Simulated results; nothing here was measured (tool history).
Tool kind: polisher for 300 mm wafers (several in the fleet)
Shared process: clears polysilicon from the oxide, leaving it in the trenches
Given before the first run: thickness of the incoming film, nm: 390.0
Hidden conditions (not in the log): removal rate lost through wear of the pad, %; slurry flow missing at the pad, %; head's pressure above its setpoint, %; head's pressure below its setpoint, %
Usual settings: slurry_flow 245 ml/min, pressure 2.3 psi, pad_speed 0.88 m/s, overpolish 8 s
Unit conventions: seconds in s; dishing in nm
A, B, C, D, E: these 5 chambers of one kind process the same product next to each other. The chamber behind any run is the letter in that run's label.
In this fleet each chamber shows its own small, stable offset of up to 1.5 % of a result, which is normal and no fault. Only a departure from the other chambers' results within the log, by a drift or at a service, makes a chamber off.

| run | hour | slurry_flow | pressure | pad_speed | overpolish | wafers polished on this pad | hours since the slurry nozzle was cleaned | hours since the head pressure was calibrated | seconds | dishing |
|---|---|---|---|---|---|---|---|---|---|---|
|  | 4.3 | chamber E: worn pad replaced by a new one |
| 1C | 4.7 | 245 | 2.3 | 0.88 | 8 | 129 | 44.3 | 271.3 | 40.223 | 46.284 |
| 2E | 8.1 | 245 | 2.3 | 0.88 | 8 | 30 | 143.3 | 221.2 | 40.733 | 44.554 |
| 3B | 13.9 | 245 | 2.3 | 0.88 | 8 | 484 | 308.4 | 126.6 | 40.674 | 44.574 |
| 4D | 18.4 | 245 | 2.3 | 0.88 | 8 | 316 | 489.7 | 587.5 | 41.354 | 44.617 |
| 5A | 22.0 | 245 | 2.3 | 0.88 | 8 | 257 | 330.0 | 916.1 | 40.683 | 43.850 |
| 6C | 26.1 | 245 | 2.3 | 0.88 | 8 | 302 | 65.7 | 292.7 | 41.322 | 45.248 |
| 7E | 32.0 | 245 | 2.3 | 0.88 | 8 | 224 | 167.2 | 245.1 | 41.198 | 44.864 |
| 8D | 39.6 | 245 | 2.3 | 0.88 | 8 | 488 | 510.9 | 608.7 | 41.059 | 44.011 |
|  | 45.1 | chamber B: worn pad replaced by a new one |
| 9B | 45.4 | 245 | 2.3 | 0.88 | 8 | 2 | 339.9 | 158.1 | 40.909 | 44.349 |
| 10A | 52.3 | 245 | 2.3 | 0.88 | 8 | 502 | 360.3 | 946.4 | 41.004 | 43.886 |
| 11E | 56.1 | 245 | 2.3 | 0.88 | 8 | 419 | 191.3 | 269.2 | 40.591 | 45.108 |
|  | 58.8 | chamber A: head pressure recalibrated |
| 12D | 63.1 | 245 | 2.3 | 0.88 | 8 | 678 | 534.4 | 632.2 | 40.770 | 45.883 |
| 13C | 68.4 | 245 | 2.3 | 0.88 | 8 | 645 | 108.0 | 335.0 | 41.313 | 44.046 |
|  | 70.1 | chamber A: slurry nozzle cleaned |
| 14B | 72.6 | 245 | 2.3 | 0.88 | 8 | 222 | 367.1 | 185.3 | 40.382 | 45.532 |
| 15A | 78.7 | 245 | 2.3 | 0.88 | 8 | 716 | 8.6 | 20.0 | 37.512 | 48.133 |
|  | 84.2 | chamber C: worn pad replaced by a new one |
| 16D | 84.3 | 245 | 2.3 | 0.88 | 8 | 850 | 555.6 | 653.4 | 40.715 | 44.846 |
| 17E | 88.4 | 245 | 2.3 | 0.88 | 8 | 680 | 223.6 | 301.5 | 40.265 | 43.330 |
| 18C | 94.5 | 245 | 2.3 | 0.88 | 8 | 83 | 134.1 | 361.1 | 39.768 | 44.372 |
| 19B | 102.2 | 245 | 2.3 | 0.88 | 8 | 462 | 396.7 | 214.9 | 40.967 | 44.502 |
| 20A | 106.5 | 245 | 2.3 | 0.88 | 8 | 941 | 36.4 | 47.8 | 36.993 | 48.068 |
| 21C | 110.4 | 245 | 2.3 | 0.88 | 8 | 212 | 150.0 | 377.0 | 40.861 | 44.869 |
| 22E | 117.2 | 245 | 2.3 | 0.88 | 8 | 913 | 252.4 | 330.3 | 41.019 | 45.388 |
|  | 119.8 | chamber D: head pressure recalibrated |
| 23B | 122.6 | 245 | 2.3 | 0.88 | 8 | 627 | 417.1 | 235.3 | 40.445 | 46.182 |
| 24A | 129.9 | 245 | 2.3 | 0.88 | 4 | 1130 | 59.8 | 71.2 | 36.557 | 31.374 |
| 25D | 137.3 | 245 | 2.3 | 0.88 | 4 | 1279 | 608.6 | 17.5 | 40.592 | 28.389 |
| 26D | 143.2 | 245 | 2.3 | 0.88 | 4 | 1326 | 614.5 | 23.4 | 40.717 | 29.022 |
|  | 143.9 | chamber E: slurry nozzle cleaned |
|  | 148.5 | chamber B: worn pad replaced by a new one |
| 27A | 148.9 | 245 | 2.3 | 0.88 | 4 | 1284 | 78.8 | 90.2 | 36.889 | 30.363 |
|  | 150.0 | chamber E: worn pad replaced by a new one |
|  | 151.8 | chamber A: worn pad replaced by a new one |
| 28B | 154.4 | 245 | 2.3 | 0.88 | 4 | 47 | 448.9 | 267.1 | 40.873 | 28.123 |
| 29E | 160.5 | 245 | 2.3 | 0.88 | 8 | 85 | 16.6 | 373.6 | 40.578 | 43.524 |
| 30C | 166.0 | 245 | 2.3 | 0.88 | 8 | 662 | 205.6 | 432.6 | 40.799 | 44.520 |
| 31A | 171.2 | 245 | 2.3 | 0.88 | 8 | 157 | 101.1 | 112.5 | 37.524 | 46.355 |

Is one chamber off against the others, does the gauge drift, or is nothing wrong? If a chamber is off, say which, and what the likeliest cause is.

Chamber A came out of a service off from its peers and stayed that way.
Cause: head's pressure above its setpoint, % = 11.6.

Below are 4 candidate recipes for chamber A's next run, each the usual settings with a change, their results shown as question marks. Which of them brings A's results back in line with what the other chambers give on the usual settings?
Allowed miss from the other chambers' usual-settings mean, per result, to count as in line: seconds 1.400 s; dishing 2.500 nm
| 32A-1 | 176.7 | 245 | 2.3 | 0.86 | 8 |  |  |  | ? | ? |
| 32A-2 | 176.7 | 245 | 2.3 | 0.90 | 8 |  |  |  | ? | ? |
| 32A-3 | 176.7 | 245 | 2.4 | 0.92 | 8 |  |  |  | ? | ? |
| 32A-4 | 176.7 | 245 | 2.2 | 0.84 | 8 |  |  |  | ? | ? |

Mean of the other chambers on the usual settings: seconds 40.723 s; dishing 44.889 nm
| run | seconds | dishing |
|---|---|---|
| 32A-1 | 37.763 | 46.630 |
| 32A-2 | 36.069 | 47.691 |
| 32A-3 | 33.787 | 49.176 |
| 32A-4 | 40.456 | 45.014 |
The answer is 32A-4, which returns the chamber to within the allowed miss of the others.
